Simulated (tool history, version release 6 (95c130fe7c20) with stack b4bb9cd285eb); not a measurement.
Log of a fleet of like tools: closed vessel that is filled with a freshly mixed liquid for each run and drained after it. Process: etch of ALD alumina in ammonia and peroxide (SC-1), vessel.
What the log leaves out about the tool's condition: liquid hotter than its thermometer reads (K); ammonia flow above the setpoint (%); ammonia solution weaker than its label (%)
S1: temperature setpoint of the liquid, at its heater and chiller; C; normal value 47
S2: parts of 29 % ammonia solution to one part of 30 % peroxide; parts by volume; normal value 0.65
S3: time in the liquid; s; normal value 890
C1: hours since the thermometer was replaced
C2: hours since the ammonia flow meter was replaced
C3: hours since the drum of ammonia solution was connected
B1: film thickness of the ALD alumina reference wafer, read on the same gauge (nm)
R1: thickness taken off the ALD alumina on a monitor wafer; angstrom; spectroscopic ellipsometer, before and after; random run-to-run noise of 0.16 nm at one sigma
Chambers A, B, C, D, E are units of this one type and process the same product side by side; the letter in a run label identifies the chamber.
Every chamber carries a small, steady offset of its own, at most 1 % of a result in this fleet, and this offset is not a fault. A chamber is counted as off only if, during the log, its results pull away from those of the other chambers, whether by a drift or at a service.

At day 0.329: chamber C: ammonia flow meter replaced.
Run 1D, day 0.475: usual settings; C1 521.8; C2 1284.2; C3 728; B1 109.97. Result: R1 337.66 angstrom.
Run 2B, day 0.996: usual settings; C1 1662.4; C2 869.6; C3 640; B1 110.04. Result: R1 336.5 angstrom.
At day 1.138: chamber B: thermometer replaced.
Run 3E, day 1.542: usual settings; C1 925; C2 1464; C3 288.8; B1 109.99. Result: R1 338.82 angstrom.
At day 1.642: chamber E: new drum of ammonia solution connected.
Run 4A, day 2.088: usual settings; C1 80.5; C2 930.7; C3 67.2; B1 109.99. Result: R1 334.81 angstrom.
Run 5C, day 2.425: usual settings; C1 1074.8; C2 50.3; C3 181.1; B1 110.02. Result: R1 336.17 angstrom.
Run 6E, day 2.979: usual settings; C1 959.5; C2 1498.5; C3 32.1; B1 109.99. Result: R1 338.42 angstrom.
At day 3.312: chamber B: new drum of ammonia solution connected.
Run 7C, day 3.512: usual settings; C1 1100.9; C2 76.4; C3 207.2; B1 110.01. Result: R1 337.09 angstrom.
Run 8D, day 3.925: usual settings; C1 604.6; C2 1367; C3 810.8; B1 110.01. Result: R1 338.96 angstrom.
Run 9A, day 4.517: usual settings; C1 138.8; C2 989; C3 125.5; B1 110.03. Result: R1 332.7 angstrom.
Run 10B, day 4.842: usual settings; C1 88.9; C2 961.9; C3 36.8; B1 110. Result: R1 338.64 angstrom.
Run 11E, day 5.396: usual settings; C1 1017.5; C2 1556.5; C3 90.1; B1 109.98. Result: R1 340.5 angstrom.
Run 12D, day 5.921: usual settings; C1 652.5; C2 1414.9; C3 858.7; B1 110.01. Result: R1 340.35 angstrom.
Run 13C, day 6.196: usual settings but S1 39 C; C1 1165.3; C2 140.8; C3 271.6; B1 110. Result: R1 213.08 angstrom.
Run 14A, day 6.633: usual settings but S1 39 C; C1 189.6; C2 1039.8; C3 176.3; B1 109.97. Result: R1 210.71 angstrom.
Run 15B, day 7.175: usual settings but S1 39 C; C1 144.9; C2 1017.9; C3 92.8; B1 109.99. Result: R1 210.88 angstrom.
Run 16B, day 7.629: usual settings but S1 39 C; C1 155.8; C2 1028.8; C3 103.7; B1 110.03. Result: R1 212.95 angstrom.
Run 17A, day 8.196: usual settings but S1 39 C; C1 227.1; C2 1077.3; C3 213.8; B1 110.01. Result: R1 211.23 angstrom.
Run 18D, day 8.512: usual settings; C1 714.7; C2 1477.1; C3 920.9; B1 109.99. Result: R1 340.63 angstrom.
Run 19C, day 8.917: usual settings; C1 1230.6; C2 206.1; C3 336.9; B1 110.01. Result: R1 332.46 angstrom.
Run 20E, day 9.392: usual settings; C1 1113.4; C2 1652.4; C3 186; B1 110.02. Result: R1 342.78 angstrom.
Run 21E, day 9.912: usual settings; C1 1125.9; C2 1664.9; C3 198.5; B1 110.01. Result: R1 338.93 angstrom.
Run 22B, day 10.421: usual settings; C1 222.8; C2 1095.8; C3 170.7; B1 109.99. Result: R1 338.57 angstrom.
At day 10.525: chamber A: new drum of ammonia solution connected.
Run 23D, day 10.904: usual settings; C1 772.1; C2 1534.5; C3 978.3; B1 110.01. Result: R1 337.52 angstrom.
Run 24C, day 11.483: usual settings; C1 1292.2; C2 267.7; C3 398.5; B1 110. Result: R1 339.14 angstrom.
Run 25A, day 11.854: usual settings; C1 314.9; C2 1165.1; C3 31.9; B1 109.99. Result: R1 331.41 angstrom.
Run 26A, day 12.417: usual settings; C1 328.4; C2 1178.6; C3 45.4; B1 110.02. Result: R1 331.87 angstrom.
Run 27D, day 12.729: usual settings; C1 815.9; C2 1578.3; C3 1022.1; B1 109.99. Result: R1 337.94 angstrom.
At day 13.008: chamber E: new drum of ammonia solution connected.
Run 28C, day 13.033: usual settings; C1 1329.4; C2 304.9; C3 435.7; B1 109.97. Result: R1 338.01 angstrom.
At day 13.217: chamber A: ammonia flow meter replaced.
Run 29E, day 13.338: usual settings; C1 1208.1; C2 1747.1; C3 7.9; B1 109.98. Result: R1 339.49 angstrom.
At day 13.517: chamber C: thermometer replaced.
Run 30B, day 13.792: usual settings; C1 303.7; C2 1176.7; C3 251.6; B1 110.02. Result: R1 336.2 angstrom.
Run 31C, day 14.329: usual settings; C1 19.5; C2 336; C3 466.8; B1 110. Result: R1 337.78 angstrom.
Run 32E, day 14.896: usual settings but S1 40.5 C, S2 0.9 parts by volume; C1 1245.5; C2 1784.5; C3 45.3; B1 110.02. Result: R1 243.37 angstrom.
At day 15.096: chamber D: ammonia flow meter replaced.
Run 33B, day 15.35: usual settings but S1 40.5 C, S2 0.9 parts by volume; C1 341.1; C2 1214.1; C3 289; B1 110.01. Result: R1 241.15 angstrom.
Run 34D, day 15.942: usual settings but S1 40.5 C, S2 0.9 parts by volume; C1 893; C2 20.3; C3 1099.2; B1 109.98. Result: R1 241.37 angstrom.
Run 35A, day 16.388: usual settings but S1 40.5 C, S2 0.9 parts by volume; C1 423.7; C2 76.1; C3 140.7; B1 110.01. Result: R1 238.63 angstrom.
Run 36B, day 16.921: usual settings but S1 40.5 C, S2 0.9 parts by volume; C1 378.8; C2 1251.8; C3 326.7; B1 109.96. Result: R1 240.28 angstrom.
Run 37D, day 17.338: usual settings; C1 926.5; C2 53.8; C3 1132.7; B1 109.94. Result: R1 340.34 angstrom.
Run 38A, day 17.883: usual settings; C1 459.6; C2 112; C3 176.6; B1 109.97. Result: R1 333.74 angstrom.
Run 39E, day 18.179: usual settings; C1 1324.3; C2 1863.3; C3 124.1; B1 109.96. Result: R1 339.01 angstrom.

Predict what each chamber gives when all 5 of them run the settings below next.
Run 40A, day 18.608: usual settings but S3 1180 s. Result: R1 ?.
Run 40B, day 18.608: usual settings but S3 1180 s. Result: R1 ?.
Run 40C, day 18.608: usual settings but S3 1180 s. Result: R1 ?.
Run 40D, day 18.608: usual settings but S3 1180 s. Result: R1 ?.
Run 40E, day 18.608: usual settings but S3 1180 s. Result: R1 ?.

run      R1
40A  445.64
40B  446.46
40C  443.25
40D  448.13
40E  447.87
